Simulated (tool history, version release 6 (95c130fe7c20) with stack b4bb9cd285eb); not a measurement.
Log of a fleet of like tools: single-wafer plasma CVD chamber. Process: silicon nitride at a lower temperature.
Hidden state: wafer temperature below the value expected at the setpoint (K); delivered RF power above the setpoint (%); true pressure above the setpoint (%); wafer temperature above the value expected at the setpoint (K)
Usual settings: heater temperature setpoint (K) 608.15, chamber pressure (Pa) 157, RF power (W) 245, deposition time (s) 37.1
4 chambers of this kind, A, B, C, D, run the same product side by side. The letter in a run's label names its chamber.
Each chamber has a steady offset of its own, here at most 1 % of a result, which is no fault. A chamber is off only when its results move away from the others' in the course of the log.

| run | hour | heater temperature setpoint (K) | chamber pressure (Pa) | RF power (W) | deposition time (s) | hours since the last thermocouple change | hours since the last RF generator calibration | hours since the last manometer calibration | read-back reference wafer on the same gauge, thickness_nm | mean film thickness on the monitor wafer (nm) |
|---|---|---|---|---|---|---|---|---|---|---|
| 1C | 9.6 | 608.15 | 157 | 245 | 37.1 | 1712.8 | 1621.0 | 292.7 | 34.096 | 34.544 |
| 2D | 21.0 | 608.15 | 157 | 245 | 37.1 | 434.2 | 70.5 | 1730.5 | 34.094 | 35.112 |
| 3A | 33.2 | 608.15 | 157 | 245 | 37.1 | 189.9 | 173.4 | 159.9 | 34.058 | 34.763 |
| 4B | 45.4 | 608.15 | 157 | 245 | 37.1 | 540.6 | 1427.4 | 1050.5 | 34.085 | 35.093 |
|  | 48.9 | chamber C: thermocouple changed; heater temperature recalibrated |
| 5D | 52.5 | 608.15 | 157 | 245 | 37.1 | 465.7 | 102.0 | 1762.0 | 34.087 | 34.796 |
| 6C | 61.7 | 608.15 | 157 | 245 | 37.1 | 12.9 | 1673.1 | 344.8 | 34.105 | 34.743 |
| 7B | 68.4 | 608.15 | 175 | 200 | 37.1 | 563.6 | 1450.4 | 1073.5 | 34.065 | 31.204 |
| 8A | 78.8 | 608.15 | 175 | 200 | 37.1 | 235.5 | 219.0 | 205.5 | 34.114 | 30.980 |
| 9A | 85.1 | 608.15 | 175 | 200 | 37.1 | 241.8 | 225.3 | 211.8 | 34.128 | 30.661 |
| 10C | 97.0 | 608.15 | 175 | 200 | 37.1 | 48.2 | 1708.4 | 380.1 | 34.063 | 30.902 |
| 11D | 107.3 | 608.15 | 157 | 245 | 37.1 | 520.5 | 156.8 | 1816.8 | 34.084 | 35.482 |
| 12B | 115.6 | 608.15 | 157 | 245 | 37.1 | 610.8 | 1497.6 | 1120.7 | 34.089 | 35.065 |
| 13D | 124.0 | 608.15 | 157 | 245 | 37.1 | 537.2 | 173.5 | 1833.5 | 34.056 | 35.112 |
| 14A | 130.5 | 608.15 | 157 | 245 | 44.2 | 287.2 | 270.7 | 257.2 | 34.112 | 41.608 |
| 15C | 138.7 | 608.15 | 157 | 245 | 44.2 | 89.9 | 1750.1 | 421.8 | 34.163 | 41.246 |
| 16B | 147.0 | 608.15 | 157 | 245 | 44.2 | 642.2 | 1529.0 | 1152.1 | 34.119 | 41.342 |
| 17B | 157.4 | 608.15 | 157 | 245 | 44.2 | 652.6 | 1539.4 | 1162.5 | 34.081 | 41.761 |
| 18A | 168.7 | 608.15 | 157 | 245 | 37.1 | 325.4 | 308.9 | 295.4 | 34.056 | 34.923 |
| 19D | 176.1 | 608.15 | 157 | 245 | 37.1 | 589.3 | 225.6 | 1885.6 | 34.078 | 35.537 |
| 20C | 187.8 | 608.15 | 157 | 245 | 37.1 | 139.0 | 1799.2 | 470.9 | 34.075 | 34.737 |
| 21A | 199.3 | 608.15 | 183 | 290 | 37.1 | 356.0 | 339.5 | 326.0 | 34.087 | 41.058 |
| 22D | 210.4 | 608.15 | 183 | 290 | 37.1 | 623.6 | 259.9 | 1919.9 | 34.060 | 40.930 |
| 23B | 217.4 | 608.15 | 183 | 290 | 37.1 | 712.6 | 1599.4 | 1222.5 | 34.084 | 41.321 |
| 24C | 224.3 | 608.15 | 183 | 290 | 37.1 | 175.5 | 1835.7 | 507.4 | 34.099 | 40.615 |
| 25A | 232.2 | 608.15 | 157 | 245 | 37.1 | 388.9 | 372.4 | 358.9 | 34.084 | 34.787 |
| 26C | 243.5 | 608.15 | 157 | 245 | 37.1 | 194.7 | 1854.9 | 526.6 | 34.100 | 34.751 |
| 27D | 255.3 | 608.15 | 157 | 245 | 37.1 | 668.5 | 304.8 | 1964.8 | 34.121 | 35.277 |
| 28B | 263.1 | 608.15 | 157 | 245 | 37.1 | 758.3 | 1645.1 | 1268.2 | 34.116 | 34.902 |
| 29C | 269.4 | 608.15 | 157 | 245 | 37.1 | 220.6 | 1880.8 | 552.5 | 34.079 | 34.679 |
| 30B | 275.9 | 608.15 | 157 | 245 | 37.1 | 771.1 | 1657.9 | 1281.0 | 34.129 | 35.373 |
| 31D | 283.2 | 608.15 | 157 | 245 | 33.6 | 696.4 | 332.7 | 1992.7 | 34.097 | 32.005 |
| 32A | 289.3 | 608.15 | 157 | 245 | 33.6 | 446.0 | 429.5 | 416.0 | 34.102 | 31.341 |
| 33B | 295.7 | 608.15 | 157 | 245 | 33.6 | 790.9 | 1677.7 | 1300.8 | 34.039 | 31.664 |
| 34D | 302.2 | 608.15 | 157 | 245 | 33.6 | 715.4 | 351.7 | 2011.7 | 34.126 | 32.116 |
| 35A | 308.7 | 602.15 | 157 | 265 | 37.1 | 465.4 | 448.9 | 435.4 | 34.063 | 37.154 |
| 36C | 315.5 | 602.15 | 157 | 265 | 37.1 | 266.7 | 1926.9 | 598.6 | 34.094 | 36.317 |
| 37B | 326.3 | 602.15 | 157 | 265 | 37.1 | 821.5 | 1708.3 | 1331.4 | 34.100 | 37.333 |
| 38A | 339.0 | 602.15 | 157 | 265 | 37.1 | 495.7 | 479.2 | 465.7 | 34.101 | 37.431 |
| 39D | 345.9 | 608.15 | 157 | 245 | 37.1 | 759.1 | 395.4 | 2055.4 | 34.083 | 35.219 |
| 40C | 356.4 | 608.15 | 157 | 245 | 37.1 | 307.6 | 1967.8 | 639.5 | 34.110 | 34.442 |
| 41D | 368.5 | 608.15 | 157 | 245 | 37.1 | 781.7 | 418.0 | 2078.0 | 34.100 | 35.129 |

What goes on in this fleet: one chamber off, a drifting gauge, or nothing beyond the chambers' own small offsets? Name the chamber and the cause, if any.

No chamber stands off beyond its own small offset, and the gauge holds steady.
